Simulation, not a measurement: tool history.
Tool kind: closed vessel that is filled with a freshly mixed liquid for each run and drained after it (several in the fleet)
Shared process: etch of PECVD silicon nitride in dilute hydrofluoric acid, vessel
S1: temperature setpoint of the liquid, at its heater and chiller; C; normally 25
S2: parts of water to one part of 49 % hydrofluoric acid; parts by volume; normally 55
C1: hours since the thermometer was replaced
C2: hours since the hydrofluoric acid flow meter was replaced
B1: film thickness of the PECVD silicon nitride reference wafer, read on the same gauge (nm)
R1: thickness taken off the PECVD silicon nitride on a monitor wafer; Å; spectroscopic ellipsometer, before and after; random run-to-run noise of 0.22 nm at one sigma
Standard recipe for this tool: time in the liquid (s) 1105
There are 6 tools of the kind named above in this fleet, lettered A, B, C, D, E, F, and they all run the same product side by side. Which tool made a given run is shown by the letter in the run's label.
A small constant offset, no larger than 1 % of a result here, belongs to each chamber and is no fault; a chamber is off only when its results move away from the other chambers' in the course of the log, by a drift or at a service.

{"run": "1D", "hour": 4.1, "S1": 25, "S2": 55, "time in the liquid (s)": 1105, "C1": 842.1, "C2": 394.3, "B1": 79.997, "R1": 360.06}
{"run": "2C", "hour": 7.4, "S1": 25, "S2": 55, "time in the liquid (s)": 1105, "C1": 1410.8, "C2": 1625.7, "B1": 79.999, "R1": 364.45}
{"run": "3A", "hour": 13.0, "S1": 25, "S2": 55, "time in the liquid (s)": 1105, "C1": 1683.1, "C2": 797.1, "B1": 80, "R1": 356.55}
{"run": "4E", "hour": 17.3, "S1": 25, "S2": 55, "time in the liquid (s)": 1105, "C1": 1583.3, "C2": 130.2, "B1": 80.009, "R1": 360.98}
{"run": "5B", "hour": 23.7, "S1": 25, "S2": 55, "time in the liquid (s)": 1105, "C1": 765.7, "C2": 78.5, "B1": 79.99, "R1": 362.56}
{"run": "6F", "hour": 28.8, "S1": 25, "S2": 55, "time in the liquid (s)": 1105, "C1": 196.1, "C2": 1447.4, "B1": 80.006, "R1": 369.45}
{"run": "7C", "hour": 31.9, "S1": 25, "S2": 55, "time in the liquid (s)": 1105, "C1": 1435.3, "C2": 1650.2, "B1": 79.995, "R1": 369.89}
{"run": "8D", "hour": 35.9, "S1": 23, "S2": 30, "time in the liquid (s)": 1105, "C1": 873.9, "C2": 426.1, "B1": 79.992, "R1": 564.03}
{"run": "9E", "hour": 42.4, "S1": 23, "S2": 30, "time in the liquid (s)": 1105, "C1": 1608.4, "C2": 155.3, "B1": 80.006, "R1": 577.98}
{"run": "10A", "hour": 47.1, "S1": 23, "S2": 30, "time in the liquid (s)": 1105, "C1": 1717.2, "C2": 831.2, "B1": 80.015, "R1": 556.34}
{"run": "11F", "hour": 53.7, "S1": 23, "S2": 30, "time in the liquid (s)": 1105, "C1": 221, "C2": 1472.3, "B1": 80.021, "R1": 573.39}
{"run": "12B", "hour": 58.3, "S1": 23, "S2": 30, "time in the liquid (s)": 1105, "C1": 800.3, "C2": 113.1, "B1": 80.005, "R1": 560.83}
{"run": "13B", "hour": 61.9, "S1": 23, "S2": 30, "time in the liquid (s)": 1105, "C1": 803.9, "C2": 116.7, "B1": 79.998, "R1": 558.81}
{"run": "14A", "hour": 67.4, "S1": 25, "S2": 55, "time in the liquid (s)": 1105, "C1": 1737.5, "C2": 851.5, "B1": 80.002, "R1": 357.71}
{"run": "15C", "hour": 71.6, "S1": 25, "S2": 55, "time in the liquid (s)": 1105, "C1": 1475, "C2": 1689.9, "B1": 79.993, "R1": 375.72}
{"run": "16F", "hour": 76.2, "S1": 23, "S2": 55, "time in the liquid (s)": 1105, "C1": 243.5, "C2": 1494.8, "B1": 79.999, "R1": 319.11}
{"run": "17E", "hour": 82.3, "S1": 23, "S2": 55, "time in the liquid (s)": 1105, "C1": 1648.3, "C2": 195.2, "B1": 79.984, "R1": 317.61}
{"run": "18D", "hour": 86.8, "S1": 23, "S2": 55, "time in the liquid (s)": 1105, "C1": 924.8, "C2": 477, "B1": 79.988, "R1": 312.6}
{"run": "19C", "hour": 92.1, "S1": 23, "S2": 55, "time in the liquid (s)": 1105, "C1": 1495.5, "C2": 1710.4, "B1": 79.981, "R1": 329.21}
{"run": "20E", "hour": 95.0, "S1": 23, "S2": 55, "time in the liquid (s)": 1105, "C1": 1661, "C2": 207.9, "B1": 79.99, "R1": 317.09}
{"run": "21D", "hour": 98.5, "S1": 23, "S2": 55, "time in the liquid (s)": 1105, "C1": 936.5, "C2": 488.7, "B1": 79.988, "R1": 314.73}
{"run": "22B", "hour": 102.9, "S1": 21.5, "S2": 55, "time in the liquid (s)": 1695, "C1": 844.9, "C2": 157.7, "B1": 80.001, "R1": 440.8}
{"run": "23A", "hour": 106.8, "S1": 21.5, "S2": 55, "time in the liquid (s)": 1695, "C1": 1776.9, "C2": 890.9, "B1": 80.013, "R1": 436}
{"run": "24F", "hour": 110.0, "S1": 21.5, "S2": 55, "time in the liquid (s)": 1695, "C1": 277.3, "C2": 1528.6, "B1": 79.986, "R1": 445.09}
{"run": "25F", "hour": 115.6, "S1": 21.5, "S2": 55, "time in the liquid (s)": 1695, "C1": 282.9, "C2": 1534.2, "B1": 80.004, "R1": 448.24}
{"run": "26B", "hour": 121.3, "S1": 21.5, "S2": 55, "time in the liquid (s)": 1695, "C1": 863.3, "C2": 176.1, "B1": 79.999, "R1": 438.66}
{"run": "27E", "hour": 126.6, "S1": 21.5, "S2": 55, "time in the liquid (s)": 1695, "C1": 1692.6, "C2": 239.5, "B1": 79.997, "R1": 443.61}
{"run": "28C", "hour": 133.1, "S1": 25, "S2": 55, "time in the liquid (s)": 1105, "C1": 1536.5, "C2": 1751.4, "B1": 80.004, "R1": 393.32}
{"run": "29A", "hour": 136.2, "S1": 25, "S2": 70, "time in the liquid (s)": 580, "C1": 1806.3, "C2": 920.3, "B1": 79.999, "R1": 148.55}
{"run": "30D", "hour": 140.6, "S1": 25, "S2": 70, "time in the liquid (s)": 580, "C1": 978.6, "C2": 530.8, "B1": 79.999, "R1": 149.63}
{"run": "31F", "hour": 145.4, "S1": 25, "S2": 70, "time in the liquid (s)": 580, "C1": 312.7, "C2": 1564, "B1": 79.991, "R1": 153.25}
{"hour": 150.3, "done": "chamber D: thermometer replaced"}
{"run": "32E", "hour": 151.3, "S1": 25, "S2": 70, "time in the liquid (s)": 580, "C1": 1717.3, "C2": 264.2, "B1": 79.984, "R1": 149.82}
{"run": "33B", "hour": 156.1, "S1": 25, "S2": 70, "time in the liquid (s)": 580, "C1": 898.1, "C2": 210.9, "B1": 80.001, "R1": 150.72}
{"run": "34A", "hour": 159.8, "S1": 25, "S2": 70, "time in the liquid (s)": 580, "C1": 1829.9, "C2": 943.9, "B1": 80.018, "R1": 148.56}
{"run": "35D", "hour": 163.3, "S1": 25, "S2": 55, "time in the liquid (s)": 1105, "C1": 13.1, "C2": 553.5, "B1": 79.995, "R1": 358.97}
{"run": "36C", "hour": 167.2, "S1": 25, "S2": 55, "time in the liquid (s)": 1105, "C1": 1570.6, "C2": 1785.5, "B1": 80.009, "R1": 390.1}

Next, all 6 chambers run the settings below, one line each with question marks for the results. What does each chamber give?
{"run": "37A", "hour": 172.0, "S1": 25, "S2": 55, "time in the liquid (s)": 1585, "R1": "?"}
{"run": "37B", "hour": 172.0, "S1": 25, "S2": 55, "time in the liquid (s)": 1585, "R1": "?"}
{"run": "37C", "hour": 172.0, "S1": 25, "S2": 55, "time in the liquid (s)": 1585, "R1": "?"}
{"run": "37D", "hour": 172.0, "S1": 25, "S2": 55, "time in the liquid (s)": 1585, "R1": "?"}
{"run": "37E", "hour": 172.0, "S1": 25, "S2": 55, "time in the liquid (s)": 1585, "R1": "?"}
{"run": "37F", "hour": 172.0, "S1": 25, "S2": 55, "time in the liquid (s)": 1585, "R1": "?"}

run=37A R1=512.43
run=37B R1=519.22
run=37C R1=565.22
run=37D R1=518.63
run=37E R1=525.06
run=37F R1=528.22

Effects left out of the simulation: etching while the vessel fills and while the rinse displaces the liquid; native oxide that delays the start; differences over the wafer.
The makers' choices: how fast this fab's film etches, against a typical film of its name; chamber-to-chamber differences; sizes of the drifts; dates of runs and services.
